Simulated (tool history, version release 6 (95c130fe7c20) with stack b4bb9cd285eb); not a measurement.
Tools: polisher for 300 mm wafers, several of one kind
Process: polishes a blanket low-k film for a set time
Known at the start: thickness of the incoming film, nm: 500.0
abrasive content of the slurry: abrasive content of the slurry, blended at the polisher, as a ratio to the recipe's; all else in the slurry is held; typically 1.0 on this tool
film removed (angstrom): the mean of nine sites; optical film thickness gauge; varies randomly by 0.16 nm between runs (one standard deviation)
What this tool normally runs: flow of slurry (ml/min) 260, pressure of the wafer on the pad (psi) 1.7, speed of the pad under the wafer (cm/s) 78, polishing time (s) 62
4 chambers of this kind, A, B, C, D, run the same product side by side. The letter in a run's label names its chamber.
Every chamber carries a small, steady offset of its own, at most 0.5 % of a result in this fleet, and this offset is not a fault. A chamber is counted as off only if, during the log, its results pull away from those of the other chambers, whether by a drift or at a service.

| run | hour | flow of slurry (ml/min) | pressure of the wafer on the pad (psi) | speed of the pad under the wafer (cm/s) | abrasive content of the slurry | polishing time (s) | wafers polished on this pad | hours since the slurry nozzle was cleaned | hours since the head pressure was calibrated | hours since the slurry blender was calibrated | hours since the conditioning disc was replaced | film removed (angstrom) |
|---|---|---|---|---|---|---|---|---|---|---|---|---|
| 1D | 4.0 | 260 | 1.7 | 78 | 1.0 | 62 | 480 | 175.6 | 111.8 | 58.6 | 76.0 | 174.33 |
|  | 9.2 | chamber C: worn pad replaced by a new one |
| 2B | 9.6 | 260 | 1.7 | 78 | 1.0 | 62 | 718 | 463.4 | 146.1 | 162.4 | 92.3 | 175.35 |
| 3A | 15.6 | 260 | 1.7 | 78 | 1.0 | 62 | 446 | 277.8 | 190.1 | 37.8 | 212.0 | 176.74 |
|  | 18.0 | chamber B: worn pad replaced by a new one |
| 4C | 19.7 | 260 | 1.7 | 78 | 1.0 | 62 | 171 | 123.7 | 1247.6 | 232.0 | 127.8 | 178.14 |
|  | 22.9 | chamber D: worn pad replaced by a new one |
| 5C | 25.8 | 260 | 1.7 | 78 | 1.0 | 62 | 270 | 129.8 | 1253.7 | 238.1 | 133.9 | 179.00 |
| 6D | 31.0 | 260 | 1.7 | 78 | 1.0 | 62 | 133 | 202.6 | 138.8 | 85.6 | 103.0 | 176.13 |
| 7A | 38.4 | 260 | 1.7 | 78 | 1.0 | 62 | 817 | 300.6 | 212.9 | 60.6 | 234.8 | 178.90 |
| 8B | 42.3 | 260 | 1.7 | 78 | 1.0 | 62 | 396 | 496.1 | 178.8 | 195.1 | 125.0 | 179.56 |
|  | 45.5 | chamber A: worn pad replaced by a new one |
| 9A | 50.2 | 260 | 1.7 | 78 | 1.0 | 62 | 77 | 312.4 | 224.7 | 72.4 | 246.6 | 175.09 |
|  | 56.1 | chamber C: worn pad replaced by a new one |
| 10C | 56.1 | 260 | 1.7 | 78 | 1.0 | 62 | 1 | 160.1 | 1284.0 | 268.4 | 164.2 | 181.23 |
|  | 59.1 | chamber D: slurry blender recalibrated |
| 11D | 63.7 | 260 | 1.7 | 78 | 1.0 | 62 | 666 | 235.3 | 171.5 | 4.7 | 135.7 | 179.14 |
|  | 64.0 | chamber B: worn pad replaced by a new one |
|  | 67.8 | chamber A: slurry blender recalibrated |
| 12B | 68.0 | 260 | 1.7 | 78 | 1.0 | 62 | 66 | 521.8 | 204.5 | 220.8 | 150.7 | 174.87 |
|  | 68.2 | chamber D: worn pad replaced by a new one |
| 13A | 75.2 | 260 | 1.7 | 78 | 0.8 | 62 | 484 | 337.4 | 249.7 | 7.4 | 271.6 | 162.28 |
|  | 79.8 | chamber C: head pressure recalibrated |
| 14B | 81.9 | 260 | 1.7 | 78 | 0.8 | 62 | 292 | 535.7 | 218.4 | 234.7 | 164.6 | 157.88 |
| 15D | 87.5 | 260 | 1.7 | 78 | 0.8 | 62 | 315 | 259.1 | 195.3 | 28.5 | 159.5 | 160.31 |
| 16C | 93.7 | 260 | 1.7 | 78 | 0.8 | 62 | 614 | 197.7 | 13.9 | 306.0 | 201.8 | 177.26 |
|  | 95.6 | chamber C: slurry blender recalibrated |
| 17C | 98.4 | 260 | 1.7 | 78 | 1.0 | 62 | 690 | 202.4 | 18.6 | 2.9 | 206.5 | 196.93 |
|  | 100.5 | chamber C: worn pad replaced by a new one |
|  | 106.2 | chamber D: worn pad replaced by a new one |
| 18A | 106.2 | 260 | 1.5 | 78 | 1.0 | 62 | 989 | 368.4 | 280.7 | 38.4 | 302.6 | 159.86 |
|  | 110.4 | chamber B: worn pad replaced by a new one |
|  | 113.6 | chamber A: worn pad replaced by a new one |
| 19B | 113.9 | 260 | 1.5 | 78 | 1.0 | 62 | 57 | 567.7 | 250.4 | 266.7 | 196.6 | 155.89 |
| 20D | 120.1 | 260 | 1.5 | 78 | 1.0 | 62 | 226 | 291.7 | 227.9 | 61.1 | 192.1 | 157.76 |
| 21C | 123.9 | 260 | 1.5 | 78 | 1.0 | 62 | 382 | 227.9 | 44.1 | 28.4 | 232.0 | 175.56 |
| 22A | 131.5 | 260 | 1.7 | 78 | 1.0 | 62 | 291 | 393.7 | 306.0 | 63.7 | 327.9 | 177.91 |
| 23B | 136.9 | 260 | 1.5 | 102 | 1.0 | 62 | 432 | 590.7 | 273.4 | 289.7 | 219.6 | 193.10 |
|  | 143.5 | chamber C: worn pad replaced by a new one |
| 24D | 144.8 | 260 | 1.5 | 102 | 1.0 | 62 | 629 | 316.4 | 252.6 | 85.8 | 216.8 | 194.92 |
|  | 149.8 | chamber D: worn pad replaced by a new one |
| 25D | 150.9 | 260 | 1.5 | 102 | 1.0 | 62 | 18 | 322.5 | 258.7 | 91.9 | 222.9 | 196.38 |
|  | 154.6 | chamber B: worn pad replaced by a new one |
| 26B | 158.7 | 260 | 1.5 | 102 | 1.0 | 62 | 68 | 612.5 | 295.2 | 311.5 | 241.4 | 195.31 |
|  | 164.8 | chamber C: conditioning disc replaced and pad reconditioned |
| 27C | 164.8 | 260 | 1.7 | 78 | 1.0 | 62 | 347 | 268.8 | 85.0 | 69.3 | 0.1 | 196.73 |
|  | 168.2 | chamber A: slurry blender recalibrated |
| 28A | 172.9 | 260 | 1.7 | 78 | 1.0 | 62 | 966 | 435.1 | 347.4 | 4.7 | 369.3 | 180.29 |
|  | 177.4 | chamber A: worn pad replaced by a new one |
| 29A | 179.6 | 260 | 1.7 | 78 | 1.0 | 62 | 36 | 441.8 | 354.1 | 11.4 | 376.0 | 177.49 |
| 30D | 183.4 | 260 | 1.7 | 78 | 1.0 | 62 | 547 | 355.0 | 291.2 | 124.4 | 255.4 | 177.43 |
|  | 186.2 | chamber A: slurry nozzle cleaned |
|  | 187.6 | chamber D: conditioning disc replaced and pad reconditioned |
|  | 189.4 | chamber D: worn pad replaced by a new one |
| 31C | 190.5 | 260 | 1.7 | 78 | 1.0 | 62 | 766 | 294.5 | 110.7 | 95.0 | 25.8 | 197.34 |
|  | 191.8 | chamber C: worn pad replaced by a new one |
|  | 194.2 | chamber B: slurry blender recalibrated |
|  | 194.3 | chamber B: worn pad replaced by a new one |
| 32B | 194.9 | 260 | 1.7 | 78 | 1.0 | 62 | 10 | 648.7 | 331.4 | 0.8 | 277.6 | 174.78 |
|  | 197.7 | chamber D: slurry blender recalibrated |
| 33C | 200.7 | 260 | 1.7 | 78 | 1.0 | 62 | 145 | 304.7 | 120.9 | 105.2 | 36.0 | 199.18 |
| 34D | 206.3 | 260 | 1.7 | 78 | 1.0 | 62 | 275 | 377.9 | 314.1 | 8.7 | 18.7 | 177.45 |
| 35A | 214.2 | 260 | 1.7 | 78 | 1.0 | 62 | 600 | 28.1 | 388.7 | 46.0 | 410.6 | 181.39 |

Next, all 4 chambers run the settings below, one line each with question marks for the results. What does each chamber give?
| 36A | 220.1 | 260 | 1.7 | 78 | 1.0 | 75 |  |  |  |  |  | ? |
| 36B | 220.1 | 260 | 1.7 | 78 | 1.0 | 75 |  |  |  |  |  | ? |
| 36C | 220.1 | 260 | 1.7 | 78 | 1.0 | 75 |  |  |  |  |  | ? |
| 36D | 220.1 | 260 | 1.7 | 78 | 1.0 | 75 |  |  |  |  |  | ? |

| run | film removed (angstrom) |
|---|---|
| 36A | 219.93 |
| 36B | 214.30 |
| 36C | 236.42 |
| 36D | 215.38 |

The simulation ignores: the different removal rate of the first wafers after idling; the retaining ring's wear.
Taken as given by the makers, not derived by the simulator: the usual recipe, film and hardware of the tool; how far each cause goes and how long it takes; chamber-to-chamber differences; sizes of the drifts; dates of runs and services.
